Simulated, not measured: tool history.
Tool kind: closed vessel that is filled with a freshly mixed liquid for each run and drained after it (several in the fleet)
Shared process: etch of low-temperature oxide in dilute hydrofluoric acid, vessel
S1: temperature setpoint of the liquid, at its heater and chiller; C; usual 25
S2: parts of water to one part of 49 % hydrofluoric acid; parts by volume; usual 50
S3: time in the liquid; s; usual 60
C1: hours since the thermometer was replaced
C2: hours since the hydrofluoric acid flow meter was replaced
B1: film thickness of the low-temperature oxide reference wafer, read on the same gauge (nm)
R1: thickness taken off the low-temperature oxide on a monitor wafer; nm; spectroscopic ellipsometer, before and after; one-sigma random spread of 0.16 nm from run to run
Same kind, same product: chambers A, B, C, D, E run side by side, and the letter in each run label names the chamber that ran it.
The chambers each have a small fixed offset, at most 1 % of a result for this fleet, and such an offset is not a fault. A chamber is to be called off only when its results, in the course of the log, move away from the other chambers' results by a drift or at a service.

run 1B hour=6.5 | S1=25 S2=50 S3=60 | C1=880.6 C2=835.3 | B1=70.031 | R1=16.556
run 2A hour=12.3 | S1=25 S2=50 S3=60 | C1=200.7 C2=555.9 | B1=70.018 | R1=16.65
run 3D hour=24.6 | S1=25 S2=50 S3=60 | C1=274.3 C2=149.1 | B1=69.989 | R1=16.488
run 4C hour=37.1 | S1=25 S2=50 S3=60 | C1=2641.2 C2=1312.3 | B1=70.031 | R1=16.627
run 5E hour=48 | S1=20.5 S2=50 S3=70 | C1=150.9 C2=1496.4 | B1=70.005 | R1=16.251
run 6B hour=58.5 | S1=20.5 S2=50 S3=70 | C1=932.6 C2=887.3 | B1=70.006 | R1=15.909
run 7E hour=65.4 | S1=20.5 S2=50 S3=70 | C1=168.3 C2=1513.8 | B1=70.011 | R1=16.202
run 8A hour=71.3 | S1=20.5 S2=50 S3=70 | C1=259.7 C2=614.9 | B1=70.003 | R1=16.077
run 9C hour=79.9 | S1=20.5 S2=50 S3=70 | C1=2684 C2=1355.1 | B1=69.982 | R1=16.29
run 10D hour=88 | S1=25 S2=50 S3=60 | C1=337.7 C2=212.5 | B1=70.009 | R1=16.364
run 11E hour=100.9 | S1=25 S2=50 S3=60 | C1=203.8 C2=1549.3 | B1=69.984 | R1=16.89
run 12B hour=107.6 | S1=25 S2=50 S3=60 | C1=981.7 C2=936.4 | B1=70.009 | R1=16.732
run 13D hour=117.7 | S1=25 S2=50 S3=60 | C1=367.4 C2=242.2 | B1=69.986 | R1=17.069
run 14C hour=123.6 | S1=25 S2=50 S3=60 | C1=2727.7 C2=1398.8 | B1=69.991 | R1=16.423
run 15A hour=134 | S1=25 S2=50 S3=60 | C1=322.4 C2=677.6 | B1=69.981 | R1=16.395
run 16A hour=140.8 | S1=25 S2=50 S3=60 | C1=329.2 C2=684.4 | B1=70.039 | R1=16.501
run 17B hour=148.7 | S1=25 S2=50 S3=60 | C1=1022.8 C2=977.5 | B1=69.97 | R1=16.926
run 18E hour=158.9 | S1=29 S2=50 S3=60 | C1=261.8 C2=1607.3 | B1=69.976 | R1=19.672
run 19C hour=166.2 | S1=29 S2=50 S3=60 | C1=2770.3 C2=1441.4 | B1=70.013 | R1=19.902
run 20D hour=179.1 | S1=29 S2=50 S3=60 | C1=428.8 C2=303.6 | B1=70.009 | R1=19.606
run 21D hour=187.4 | S1=29 S2=50 S3=60 | C1=437.1 C2=311.9 | B1=69.989 | R1=19.359
-- hour=198.7 chamber C: thermometer replaced
run 22E hour=199.2 | S1=29 S2=50 S3=60 | C1=302.1 C2=1647.6 | B1=70.024 | R1=19.44
run 23A hour=208.1 | S1=25 S2=50 S3=60 | C1=396.5 C2=751.7 | B1=69.995 | R1=16.626
run 24B hour=216 | S1=25 S2=50 S3=60 | C1=1090.1 C2=1044.8 | B1=69.981 | R1=16.811
run 25C hour=226.3 | S1=25 S2=50 S3=60 | C1=27.6 C2=1501.5 | B1=70.002 | R1=17.139
run 26E hour=234.4 | S1=25 S2=30 S3=60 | C1=337.3 C2=1682.8 | B1=69.987 | R1=28.676
run 27D hour=244 | S1=25 S2=30 S3=60 | C1=493.7 C2=368.5 | B1=70.003 | R1=28.587
run 28A hour=256.8 | S1=25 S2=30 S3=60 | C1=445.2 C2=800.4 | B1=69.985 | R1=28.886
run 29B hour=263.6 | S1=25 S2=30 S3=60 | C1=1137.7 C2=1092.4 | B1=69.979 | R1=28.376
run 30C hour=271 | S1=25 S2=30 S3=60 | C1=72.3 C2=1546.2 | B1=70.005 | R1=30.011
run 31D hour=278 | S1=25 S2=50 S3=60 | C1=527.7 C2=402.5 | B1=69.98 | R1=16.876
run 32C hour=289.4 | S1=25 S2=50 S3=60 | C1=90.7 C2=1564.6 | B1=69.994 | R1=17.448
run 33A hour=300.3 | S1=25 S2=50 S3=60 | C1=488.7 C2=843.9 | B1=69.993 | R1=16.574
run 34E hour=307.3 | S1=25 S2=50 S3=60 | C1=410.2 C2=1755.7 | B1=70.014 | R1=16.479
run 35B hour=315.4 | S1=25 S2=50 S3=60 | C1=1189.5 C2=1144.2 | B1=70.022 | R1=16.655
-- hour=315.8 chamber B: hydrofluoric acid flow meter replaced
-- hour=322.3 chamber A: hydrofluoric acid flow meter replaced
run 36A hour=327.6 | S1=25 S2=50 S3=60 | C1=516 C2=5.3 | B1=70.027 | R1=16.65
run 37C hour=333.8 | S1=25 S2=50 S3=60 | C1=135.1 C2=1609 | B1=70.005 | R1=17.621
run 38D hour=341 | S1=21 S2=50 S3=60 | C1=590.7 C2=465.5 | B1=70.015 | R1=14.134
run 39E hour=349.1 | S1=21 S2=50 S3=60 | C1=452 C2=1797.5 | B1=69.998 | R1=14.145
run 40B hour=357.3 | S1=21 S2=50 S3=60 | C1=1231.4 C2=41.5 | B1=70.006 | R1=14.033
run 41E hour=363.6 | S1=21 S2=50 S3=60 | C1=466.5 C2=1812 | B1=69.996 | R1=14.156

All 5 chambers run these settings next. Forecast each chamber's results:
run 42A hour=372.8 | S1=25 S2=50 S3=60 | R1=?
run 42B hour=372.8 | S1=25 S2=50 S3=60 | R1=?
run 42C hour=372.8 | S1=25 S2=50 S3=60 | R1=?
run 42D hour=372.8 | S1=25 S2=50 S3=60 | R1=?
run 42E hour=372.8 | S1=25 S2=50 S3=60 | R1=?

run=42A R1=16.657
run=42B R1=16.79
run=42C R1=18.34
run=42D R1=16.658
run=42E R1=16.548
